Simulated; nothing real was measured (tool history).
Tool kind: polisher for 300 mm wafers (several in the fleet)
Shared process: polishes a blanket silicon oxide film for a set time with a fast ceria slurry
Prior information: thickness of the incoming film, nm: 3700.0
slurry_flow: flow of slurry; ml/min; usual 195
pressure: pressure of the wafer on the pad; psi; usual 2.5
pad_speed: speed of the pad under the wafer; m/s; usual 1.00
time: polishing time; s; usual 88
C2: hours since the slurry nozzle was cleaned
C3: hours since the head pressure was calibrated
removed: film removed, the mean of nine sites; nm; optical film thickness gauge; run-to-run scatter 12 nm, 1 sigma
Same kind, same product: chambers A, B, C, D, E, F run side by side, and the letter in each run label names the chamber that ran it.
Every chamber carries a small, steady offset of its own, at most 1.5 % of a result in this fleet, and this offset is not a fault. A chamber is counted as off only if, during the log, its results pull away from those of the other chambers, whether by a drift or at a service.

-- hour=7.7 chamber D: worn pad replaced by a new one
run 1E hour=10.2 | slurry_flow=195 pressure=2.5 pad_speed=1.00 time=88 | wafers_polished_on_this_pad=445 C2=183.7 C3=1575.4 | removed=1505.7
-- hour=17.2 chamber B: worn pad replaced by a new one
-- hour=20.7 chamber A: worn pad replaced by a new one
run 2A hour=21.1 | slurry_flow=195 pressure=2.5 pad_speed=1.00 time=88 | wafers_polished_on_this_pad=4 C2=72.6 C3=627.6 | removed=1505.5
-- hour=21.4 chamber C: slurry nozzle cleaned
run 3C hour=35.2 | slurry_flow=195 pressure=2.5 pad_speed=1.00 time=88 | wafers_polished_on_this_pad=537 C2=13.9 C3=106.3 | removed=1472.8
-- hour=37.2 chamber B: head pressure recalibrated
run 4B hour=48.8 | slurry_flow=195 pressure=2.5 pad_speed=1.00 time=88 | wafers_polished_on_this_pad=329 C2=210.1 C3=11.6 | removed=1509.8
run 5D hour=58.9 | slurry_flow=195 pressure=2.5 pad_speed=1.00 time=88 | wafers_polished_on_this_pad=534 C2=185.6 C3=325.9 | removed=1527.6
-- hour=61.8 chamber F: worn pad replaced by a new one
-- hour=64.1 chamber C: worn pad replaced by a new one
run 6F hour=72.8 | slurry_flow=195 pressure=2.5 pad_speed=1.00 time=88 | wafers_polished_on_this_pad=114 C2=235.0 C3=159.0 | removed=1471.5
run 7A hour=81.0 | slurry_flow=195 pressure=2.5 pad_speed=1.00 time=88 | wafers_polished_on_this_pad=628 C2=132.5 C3=687.5 | removed=1497.9
run 8B hour=87.8 | slurry_flow=195 pressure=2.5 pad_speed=1.00 time=88 | wafers_polished_on_this_pad=735 C2=249.1 C3=50.6 | removed=1515.1
-- hour=93.8 chamber D: worn pad replaced by a new one
run 9E hour=97.9 | slurry_flow=195 pressure=2.5 pad_speed=1.00 time=88 | wafers_polished_on_this_pad=1359 C2=271.4 C3=1663.1 | removed=1472.3
-- hour=108.2 chamber B: worn pad replaced by a new one
run 10C hour=110.3 | slurry_flow=195 pressure=2.5 pad_speed=1.00 time=88 | wafers_polished_on_this_pad=482 C2=89.0 C3=181.4 | removed=1486.0
run 11D hour=116.8 | slurry_flow=195 pressure=2.5 pad_speed=1.00 time=88 | wafers_polished_on_this_pad=240 C2=243.5 C3=383.8 | removed=1510.9
-- hour=118.6 chamber A: worn pad replaced by a new one
run 12F hour=127.0 | slurry_flow=130 pressure=2.5 pad_speed=0.82 time=88 | wafers_polished_on_this_pad=679 C2=289.2 C3=213.2 | removed=1123.6
run 13C hour=135.4 | slurry_flow=130 pressure=2.5 pad_speed=0.82 time=88 | wafers_polished_on_this_pad=743 C2=114.1 C3=206.5 | removed=1136.2
-- hour=137.6 chamber E: head pressure recalibrated
-- hour=138.8 chamber C: worn pad replaced by a new one
run 14A hour=146.6 | slurry_flow=130 pressure=2.5 pad_speed=0.82 time=88 | wafers_polished_on_this_pad=291 C2=198.1 C3=753.1 | removed=1139.9
run 15F hour=155.8 | slurry_flow=130 pressure=2.5 pad_speed=0.82 time=88 | wafers_polished_on_this_pad=979 C2=318.0 C3=242.0 | removed=1114.2
-- hour=158.4 chamber F: worn pad replaced by a new one
run 16E hour=170.4 | slurry_flow=130 pressure=2.5 pad_speed=0.82 time=88 | wafers_polished_on_this_pad=2114 C2=343.9 C3=32.8 | removed=1129.1
-- hour=176.2 chamber D: slurry nozzle cleaned
run 17D hour=180.8 | slurry_flow=130 pressure=2.5 pad_speed=0.82 time=88 | wafers_polished_on_this_pad=906 C2=4.6 C3=447.8 | removed=1160.2
-- hour=186.6 chamber D: worn pad replaced by a new one
run 18B hour=189.6 | slurry_flow=195 pressure=2.5 pad_speed=1.00 time=88 | wafers_polished_on_this_pad=848 C2=350.9 C3=152.4 | removed=1515.7
-- hour=194.8 chamber B: worn pad replaced by a new one
run 19B hour=196.2 | slurry_flow=195 pressure=2.5 pad_speed=1.00 time=74 | wafers_polished_on_this_pad=14 C2=357.5 C3=159.0 | removed=1280.5
-- hour=199.7 chamber A: worn pad replaced by a new one
run 20F hour=210.7 | slurry_flow=195 pressure=2.5 pad_speed=1.00 time=74 | wafers_polished_on_this_pad=545 C2=372.9 C3=296.9 | removed=1230.0
run 21C hour=221.6 | slurry_flow=195 pressure=2.5 pad_speed=1.00 time=74 | wafers_polished_on_this_pad=863 C2=200.3 C3=292.7 | removed=1244.3
-- hour=229.9 chamber C: worn pad replaced by a new one
-- hour=230.4 chamber A: slurry nozzle cleaned
run 22D hour=234.6 | slurry_flow=195 pressure=2.5 pad_speed=1.00 time=74 | wafers_polished_on_this_pad=500 C2=58.4 C3=501.6 | removed=1269.6
-- hour=236.8 chamber F: worn pad replaced by a new one
run 23E hour=243.5 | slurry_flow=195 pressure=2.5 pad_speed=1.00 time=74 | wafers_polished_on_this_pad=2875 C2=417.0 C3=105.9 | removed=1190.6
run 24A hour=254.7 | slurry_flow=195 pressure=2.5 pad_speed=1.00 time=74 | wafers_polished_on_this_pad=573 C2=24.4 C3=861.2 | removed=1257.9
run 25B hour=265.1 | slurry_flow=195 pressure=2.5 pad_speed=1.00 time=88 | wafers_polished_on_this_pad=732 C2=426.4 C3=227.9 | removed=1509.3
run 26C hour=279.6 | slurry_flow=195 pressure=2.5 pad_speed=1.00 time=88 | wafers_polished_on_this_pad=518 C2=258.3 C3=350.7 | removed=1488.6
-- hour=282.1 chamber D: worn pad replaced by a new one
-- hour=287.1 chamber B: worn pad replaced by a new one
-- hour=291.4 chamber A: worn pad replaced by a new one
run 27E hour=294.1 | slurry_flow=195 pressure=2.5 pad_speed=1.00 time=88 | wafers_polished_on_this_pad=3403 C2=467.6 C3=156.5 | removed=1405.9
run 28D hour=301.3 | slurry_flow=195 pressure=2.5 pad_speed=1.00 time=88 | wafers_polished_on_this_pad=200 C2=125.1 C3=568.3 | removed=1517.9
run 29F hour=311.9 | slurry_flow=195 pressure=2.5 pad_speed=1.00 time=88 | wafers_polished_on_this_pad=782 C2=474.1 C3=398.1 | removed=1473.9
-- hour=318.2 chamber C: worn pad replaced by a new one
run 30A hour=325.2 | slurry_flow=195 pressure=2.5 pad_speed=1.00 time=88 | wafers_polished_on_this_pad=352 C2=94.9 C3=931.7 | removed=1480.8
run 31E hour=333.2 | slurry_flow=195 pressure=2.5 pad_speed=1.00 time=88 | wafers_polished_on_this_pad=3810 C2=506.7 C3=195.6 | removed=1391.7
-- hour=334.4 chamber F: worn pad replaced by a new one
run 32B hour=344.0 | slurry_flow=195 pressure=2.5 pad_speed=1.00 time=88 | wafers_polished_on_this_pad=593 C2=505.3 C3=306.8 | removed=1499.9
run 33D hour=356.9 | slurry_flow=135 pressure=3.0 pad_speed=1.00 time=88 | wafers_polished_on_this_pad=779 C2=180.7 C3=623.9 | removed=1741.4
run 34A hour=369.4 | slurry_flow=135 pressure=3.0 pad_speed=1.00 time=88 | wafers_polished_on_this_pad=812 C2=139.1 C3=975.9 | removed=1668.4
-- hour=372.2 chamber B: worn pad replaced by a new one
-- hour=381.7 chamber A: worn pad replaced by a new one
run 35F hour=382.1 | slurry_flow=135 pressure=3.0 pad_speed=1.00 time=88 | wafers_polished_on_this_pad=497 C2=544.3 C3=468.3 | removed=1664.3
run 36C hour=392.8 | slurry_flow=135 pressure=3.0 pad_speed=1.00 time=88 | wafers_polished_on_this_pad=777 C2=371.5 C3=463.9 | removed=1674.4
-- hour=401.9 chamber F: slurry nozzle cleaned
run 37B hour=403.7 | slurry_flow=135 pressure=3.0 pad_speed=1.00 time=88 | wafers_polished_on_this_pad=328 C2=565.0 C3=366.5 | removed=1708.7
run 38F hour=417.5 | slurry_flow=135 pressure=3.0 pad_speed=1.00 time=88 | wafers_polished_on_this_pad=866 C2=15.6 C3=503.7 | removed=1651.5
run 39A hour=428.2 | slurry_flow=195 pressure=2.5 pad_speed=1.00 time=88 | wafers_polished_on_this_pad=484 C2=197.9 C3=1034.7 | removed=1491.1

All chambers now run identical settings, listed one chamber a line with results as question marks. What results will each chamber show?
run 40A hour=438.8 | slurry_flow=195 pressure=2.5 pad_speed=1.00 time=88 | removed=?
run 40B hour=438.8 | slurry_flow=195 pressure=2.5 pad_speed=1.00 time=88 | removed=?
run 40C hour=438.8 | slurry_flow=195 pressure=2.5 pad_speed=1.00 time=88 | removed=?
run 40D hour=438.8 | slurry_flow=195 pressure=2.5 pad_speed=1.00 time=88 | removed=?
run 40E hour=438.8 | slurry_flow=195 pressure=2.5 pad_speed=1.00 time=88 | removed=?
run 40F hour=438.8 | slurry_flow=195 pressure=2.5 pad_speed=1.00 time=88 | removed=?

run=40A removed=1495.5
run=40B removed=1529.2
run=40C removed=1488.1
run=40D removed=1512.3
run=40E removed=1326.8
run=40F removed=1479.4

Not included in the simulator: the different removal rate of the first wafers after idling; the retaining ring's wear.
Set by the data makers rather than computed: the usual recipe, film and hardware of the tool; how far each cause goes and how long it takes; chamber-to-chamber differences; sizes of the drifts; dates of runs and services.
